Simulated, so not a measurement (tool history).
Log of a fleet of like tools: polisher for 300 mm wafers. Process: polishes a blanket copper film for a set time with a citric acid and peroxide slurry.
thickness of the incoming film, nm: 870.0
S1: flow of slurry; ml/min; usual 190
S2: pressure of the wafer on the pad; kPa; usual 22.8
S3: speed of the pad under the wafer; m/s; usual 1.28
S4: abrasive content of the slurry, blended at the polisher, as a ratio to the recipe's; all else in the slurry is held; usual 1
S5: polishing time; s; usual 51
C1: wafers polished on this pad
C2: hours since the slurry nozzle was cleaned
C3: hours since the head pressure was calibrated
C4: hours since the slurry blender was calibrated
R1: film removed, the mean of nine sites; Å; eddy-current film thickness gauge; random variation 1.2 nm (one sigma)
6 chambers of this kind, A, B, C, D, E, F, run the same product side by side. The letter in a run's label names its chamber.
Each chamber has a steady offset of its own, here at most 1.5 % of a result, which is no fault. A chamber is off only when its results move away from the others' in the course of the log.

| run | hour | S1 | S2 | S3 | S4 | S5 | C1 | C2 | C3 | C4 | R1 |
|---|---|---|---|---|---|---|---|---|---|---|---|
| 1C | 6.7 | 190 | 22.8 | 1.28 | 1 | 51 | 808 | 309 | 377.9 | 76.2 | 1360.3 |
| 2E | 11 | 190 | 22.8 | 1.28 | 1 | 51 | 820 | 590.8 | 518.6 | 240.5 | 1360.9 |
|  | 11.1 | chamber B: worn pad replaced by a new one |
| 3D | 14.2 | 190 | 22.8 | 1.28 | 1 | 51 | 567 | 206.3 | 153.3 | 235.3 | 1350.8 |
|  | 16.6 | chamber D: worn pad replaced by a new one |
|  | 16.9 | chamber A: worn pad replaced by a new one |
| 4B | 20.5 | 190 | 22.8 | 1.28 | 1 | 51 | 74 | 62.9 | 452.9 | 287.1 | 1311 |
|  | 23.2 | chamber C: worn pad replaced by a new one |
| 5F | 27.3 | 190 | 22.8 | 1.28 | 1 | 51 | 526 | 310.1 | 38.5 | 291.5 | 1325.1 |
|  | 31.3 | chamber E: slurry nozzle cleaned |
| 6A | 33.9 | 150 | 28.3 | 1.28 | 1 | 51 | 135 | 255.4 | 967.6 | 174 | 1567.1 |
| 7F | 39 | 150 | 28.3 | 1.28 | 1 | 51 | 618 | 321.8 | 50.2 | 303.2 | 1575 |
| 8E | 42.8 | 150 | 28.3 | 1.28 | 1 | 51 | 1073 | 11.5 | 550.4 | 272.3 | 1589.2 |
|  | 47.2 | chamber F: worn pad replaced by a new one |
| 9D | 48 | 150 | 28.3 | 1.28 | 1 | 51 | 249 | 240.1 | 187.1 | 269.1 | 1622.9 |
|  | 54.1 | chamber C: head pressure recalibrated |
| 10C | 54.4 | 150 | 28.3 | 1.28 | 1 | 51 | 248 | 356.7 | 0.4 | 123.9 | 1602.9 |
| 11B | 57.9 | 150 | 28.3 | 1.28 | 1 | 51 | 371 | 100.3 | 490.3 | 324.5 | 1572.1 |
| 12A | 62.6 | 190 | 22.8 | 1.28 | 1 | 51 | 363 | 284.1 | 996.3 | 202.7 | 1337.9 |
| 13B | 68.9 | 190 | 22.8 | 1.28 | 1 | 51 | 459 | 111.3 | 501.3 | 335.5 | 1323.2 |
| 14F | 72.2 | 190 | 22.8 | 1.28 | 1 | 51 | 198 | 355 | 83.4 | 336.4 | 1341.6 |
|  | 73.8 | chamber A: slurry nozzle cleaned |
|  | 75 | chamber D: slurry blender recalibrated |
| 15C | 78.4 | 190 | 22.8 | 0.92 | 1 | 51 | 439 | 380.7 | 24.4 | 147.9 | 973.47 |
|  | 79.2 | chamber D: worn pad replaced by a new one |
| 16E | 83.8 | 190 | 22.8 | 0.92 | 1 | 51 | 1399 | 52.5 | 591.4 | 313.3 | 955.69 |
| 17D | 90.3 | 190 | 22.8 | 0.92 | 1 | 51 | 88 | 282.4 | 229.4 | 15.3 | 947.79 |
|  | 93.8 | chamber E: worn pad replaced by a new one |
|  | 95 | chamber E: slurry blender recalibrated |
| 18A | 95 | 190 | 22.8 | 0.92 | 1 | 51 | 620 | 21.3 | 1028.7 | 235.1 | 966.43 |
| 19E | 101.9 | 190 | 22.8 | 0.92 | 1 | 51 | 65 | 70.6 | 609.5 | 6.9 | 967.42 |
|  | 106.3 | chamber A: worn pad replaced by a new one |
| 20A | 106.5 | 190 | 22.8 | 0.92 | 1 | 51 | 1 | 32.8 | 1040.2 | 246.6 | 968.78 |
| 21D | 112.3 | 145 | 22.8 | 1.28 | 1 | 51 | 263 | 304.4 | 251.4 | 37.3 | 1253.2 |
|  | 114 | chamber A: slurry blender recalibrated |
| 22C | 119 | 145 | 22.8 | 1.28 | 1 | 51 | 761 | 421.3 | 65 | 188.5 | 1278 |
| 23B | 122.2 | 145 | 22.8 | 1.28 | 1 | 51 | 882 | 164.6 | 554.6 | 388.8 | 1271.9 |
|  | 122.3 | chamber B: worn pad replaced by a new one |
| 24F | 127 | 145 | 22.8 | 1.28 | 1 | 51 | 634 | 409.8 | 138.2 | 391.2 | 1269.3 |
|  | 130.1 | chamber C: worn pad replaced by a new one |
| 25F | 133.2 | 145 | 22.8 | 1.28 | 1 | 51 | 683 | 416 | 144.4 | 397.4 | 1277.6 |
|  | 136.3 | chamber D: worn pad replaced by a new one |
| 26E | 139 | 145 | 22.8 | 1.28 | 1 | 51 | 359 | 107.7 | 646.6 | 44 | 1266.8 |
|  | 140.4 | chamber F: worn pad replaced by a new one |
| 27A | 143 | 190 | 22.8 | 1.28 | 1 | 51 | 291 | 69.3 | 1076.7 | 29.1 | 1333.3 |
|  | 149.6 | chamber C: slurry blender recalibrated |
| 28D | 149.9 | 190 | 22.8 | 1.28 | 1 | 51 | 108 | 342 | 289 | 74.9 | 1275.5 |
| 29C | 156.6 | 190 | 17.9 | 0.86 | 1 | 51 | 210 | 458.9 | 102.6 | 7 | 711.42 |
| 30B | 161.7 | 190 | 17.9 | 0.86 | 1 | 51 | 313 | 204.1 | 594.1 | 428.3 | 711.64 |
| 31C | 168.3 | 190 | 17.9 | 0.86 | 1 | 51 | 303 | 470.6 | 114.3 | 18.7 | 728.58 |
|  | 169.6 | chamber B: slurry blender recalibrated |
| 32D | 173.2 | 190 | 17.9 | 0.86 | 1 | 51 | 293 | 365.3 | 312.3 | 98.2 | 684.18 |
| 33F | 176.8 | 190 | 17.9 | 0.86 | 1 | 51 | 289 | 459.6 | 188 | 441 | 732.49 |
| 34A | 181 | 190 | 17.9 | 0.86 | 1 | 51 | 593 | 107.3 | 1114.7 | 67.1 | 721.33 |
|  | 185.6 | chamber B: slurry nozzle cleaned |
| 35E | 187 | 190 | 22.8 | 1.28 | 1 | 51 | 740 | 155.7 | 694.6 | 92 | 1351.7 |
| 36B | 191.2 | 190 | 22.8 | 1.28 | 1 | 51 | 547 | 5.7 | 623.6 | 21.6 | 1330.5 |
| 37A | 195.4 | 190 | 26.9 | 1.28 | 1 | 51 | 707 | 121.7 | 1129.1 | 81.5 | 1567.5 |
| 38D | 200.6 | 190 | 26.9 | 1.28 | 1 | 51 | 510 | 392.7 | 339.7 | 125.6 | 1472.4 |
| 39C | 205.1 | 190 | 26.9 | 1.28 | 1 | 51 | 595 | 507.4 | 151.1 | 55.5 | 1560 |
| 40F | 208.6 | 190 | 26.9 | 1.28 | 1 | 51 | 541 | 491.4 | 219.8 | 472.8 | 1548.6 |

All 6 chambers run these settings next. Forecast each chamber's results:
| 41A | 213.5 | 190 | 22.8 | 1.28 | 1 | 67 |  |  |  |  | ? |
| 41B | 213.5 | 190 | 22.8 | 1.28 | 1 | 67 |  |  |  |  | ? |
| 41C | 213.5 | 190 | 22.8 | 1.28 | 1 | 67 |  |  |  |  | ? |
| 41D | 213.5 | 190 | 22.8 | 1.28 | 1 | 67 |  |  |  |  | ? |
| 41E | 213.5 | 190 | 22.8 | 1.28 | 1 | 67 |  |  |  |  | ? |
| 41F | 213.5 | 190 | 22.8 | 1.28 | 1 | 67 |  |  |  |  | ? |

| run | R1 |
|---|---|
| 41A | 1777.4 |
| 41B | 1761.2 |
| 41C | 1747 |
| 41D | 1631.2 |
| 41E | 1764.8 |
| 41F | 1736.5 |
